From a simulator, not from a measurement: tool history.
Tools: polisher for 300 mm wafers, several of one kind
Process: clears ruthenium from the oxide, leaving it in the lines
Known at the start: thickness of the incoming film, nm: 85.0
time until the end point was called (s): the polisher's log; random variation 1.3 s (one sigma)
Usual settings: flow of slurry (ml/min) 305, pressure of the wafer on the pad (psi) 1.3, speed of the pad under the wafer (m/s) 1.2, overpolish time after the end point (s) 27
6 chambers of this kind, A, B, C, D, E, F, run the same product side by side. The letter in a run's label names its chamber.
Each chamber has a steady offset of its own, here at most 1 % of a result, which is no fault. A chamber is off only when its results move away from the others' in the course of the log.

run     day  flow of slurry (ml/min)  pressure of the wafer on the pad (psi)  speed of the pad under the wafer (m/s)  overpolish time after the end point (s)  time until the end point was called (s)
 1E   0.412                      305                                     1.3                                     1.2                                       27                                   113.06
      0.650  -- chamber B: worn pad replaced by a new one
 2D   0.725                      305                                     1.3                                     1.2                                       27                                   114.06
      0.800  -- chamber F: worn pad replaced by a new one
      0.850  -- chamber D: slurry nozzle cleaned
 3A   1.096                      305                                     1.3                                     1.2                                       27                                   112.36
      1.304  -- chamber B: head pressure recalibrated
 4B   1.671                      305                                     1.3                                     1.2                                       27                                   114.81
      1.871  -- chamber A: worn pad replaced by a new one
      2.033  -- chamber E: worn pad replaced by a new one
 5C   2.238                      305                                     1.3                                     1.2                                       27                                   109.27
      2.283  -- chamber D: worn pad replaced by a new one
 6F   2.933                      305                                     1.1                                     1.2                                       22                                   132.31
      3.004  -- chamber C: worn pad replaced by a new one
 7E   3.621                      305                                     1.1                                     1.2                                       22                                   136.47
 8F   4.188                      305                                     1.1                                     1.2                                       22                                   131.91
      4.200  -- chamber F: worn pad replaced by a new one
      4.400  -- chamber B: worn pad replaced by a new one
      4.496  -- chamber A: slurry nozzle cleaned
 9B   4.608                      305                                     1.1                                     1.2                                       22                                   131.82
10D   5.162                      305                                     1.1                                     1.2                                       22                                   133.67
      5.329  -- chamber E: slurry nozzle cleaned
11C   5.483                      305                                     1.1                                     1.2                                       22                                   129.86
12A   5.942                      305                                     1.3                                     1.2                                       27                                   109.49
13D   6.371                      305                                     1.3                                     1.2                                       27                                   113.60
      6.746  -- chamber A: worn pad replaced by a new one
14A   6.829                      305                                     1.3                                     1.2                                       27                                   108.93
15E   7.450                      305                                     1.3                                     1.2                                       27                                   115.15
      7.479  -- chamber C: slurry nozzle cleaned
      7.488  -- chamber F: worn pad replaced by a new one
      7.596  -- chamber D: worn pad replaced by a new one
16C   7.858                      305                                     1.3                                     1.2                                       19                                   110.24
      7.883  -- chamber C: worn pad replaced by a new one
      8.425  -- chamber B: worn pad replaced by a new one
17B   8.500                      305                                     1.3                                     1.2                                       19                                   113.72
      8.783  -- chamber E: worn pad replaced by a new one
18F   8.917                      305                                     1.3                                     1.2                                       19                                   110.89
19C   9.383                      305                                     1.3                                     1.2                                       19                                   111.84
      9.600  -- chamber D: head pressure recalibrated
20D   9.688                      305                                     1.3                                     1.2                                       19                                   113.01
21B  10.112                      305                                     1.3                                     1.2                                       19                                   112.46
22A  10.638                      305                                     1.3                                     1.2                                       27                                   107.82
     10.938  -- chamber F: worn pad replaced by a new one
23F  11.038                      305                                     1.3                                     1.2                                       27                                   112.12
     11.492  -- chamber A: worn pad replaced by a new one
24E  11.525                      305                                     1.3                                     1.2                                       27                                   115.39
     11.854  -- chamber B: worn pad replaced by a new one
25E  12.183                      305                                     1.3                                     1.2                                       27                                   114.23
     12.217  -- chamber D: worn pad replaced by a new one
26D  12.517                      305                                     1.3                                     1.2                                       27                                   115.51
     12.729  -- chamber C: worn pad replaced by a new one
27C  13.096                      305                                     1.3                                     1.2                                       27                                   111.04
     13.738  -- chamber A: slurry nozzle cleaned
28B  13.767                      305                                     1.3                                     1.2                                       27                                   113.55
29F  14.204                      305                                     1.3                                     1.2                                       27                                   111.48
     14.438  -- chamber E: worn pad replaced by a new one
30A  14.733                      305                                     1.3                                     1.2                                       27                                   106.17
     14.762  -- chamber F: worn pad replaced by a new one
     15.158  -- chamber B: worn pad replaced by a new one
31E  15.400                      305                                     1.3                                     1.2                                       27                                   111.92
     15.867  -- chamber D: slurry nozzle cleaned
32B  15.900                      305                                     1.3                                     1.2                                       27                                   112.60
     16.046  -- chamber A: worn pad replaced by a new one
33C  16.300                      305                                     1.3                                     1.2                                       27                                   112.36
34F  16.796                      305                                     0.8                                     1.2                                       42                                   184.72
35A  17.338                      305                                     0.8                                     1.2                                       42                                   169.30
     17.417  -- chamber D: worn pad replaced by a new one
36D  17.950                      305                                     0.8                                     1.2                                       42                                   187.47
37E  18.412                      305                                     0.8                                     1.2                                       42                                   188.13
38D  18.871                      305                                     0.8                                     1.2                                       42                                   184.96

All 6 chambers run these settings next. Forecast each chamber's results:
39A  19.371                      305                                     1.3                                     1.2                                       27                                        ?
39B  19.371                      305                                     1.3                                     1.2                                       27                                        ?
39C  19.371                      305                                     1.3                                     1.2                                       27                                        ?
39D  19.371                      305                                     1.3                                     1.2                                       27                                        ?
39E  19.371                      305                                     1.3                                     1.2                                       27                                        ?
39F  19.371                      305                                     1.3                                     1.2                                       27                                        ?

run  time until the end point was called (s)
39A                                   104.66
39B                                   110.71
39C                                   110.79
39D                                   112.84
39E                                   113.82
39F                                   114.31

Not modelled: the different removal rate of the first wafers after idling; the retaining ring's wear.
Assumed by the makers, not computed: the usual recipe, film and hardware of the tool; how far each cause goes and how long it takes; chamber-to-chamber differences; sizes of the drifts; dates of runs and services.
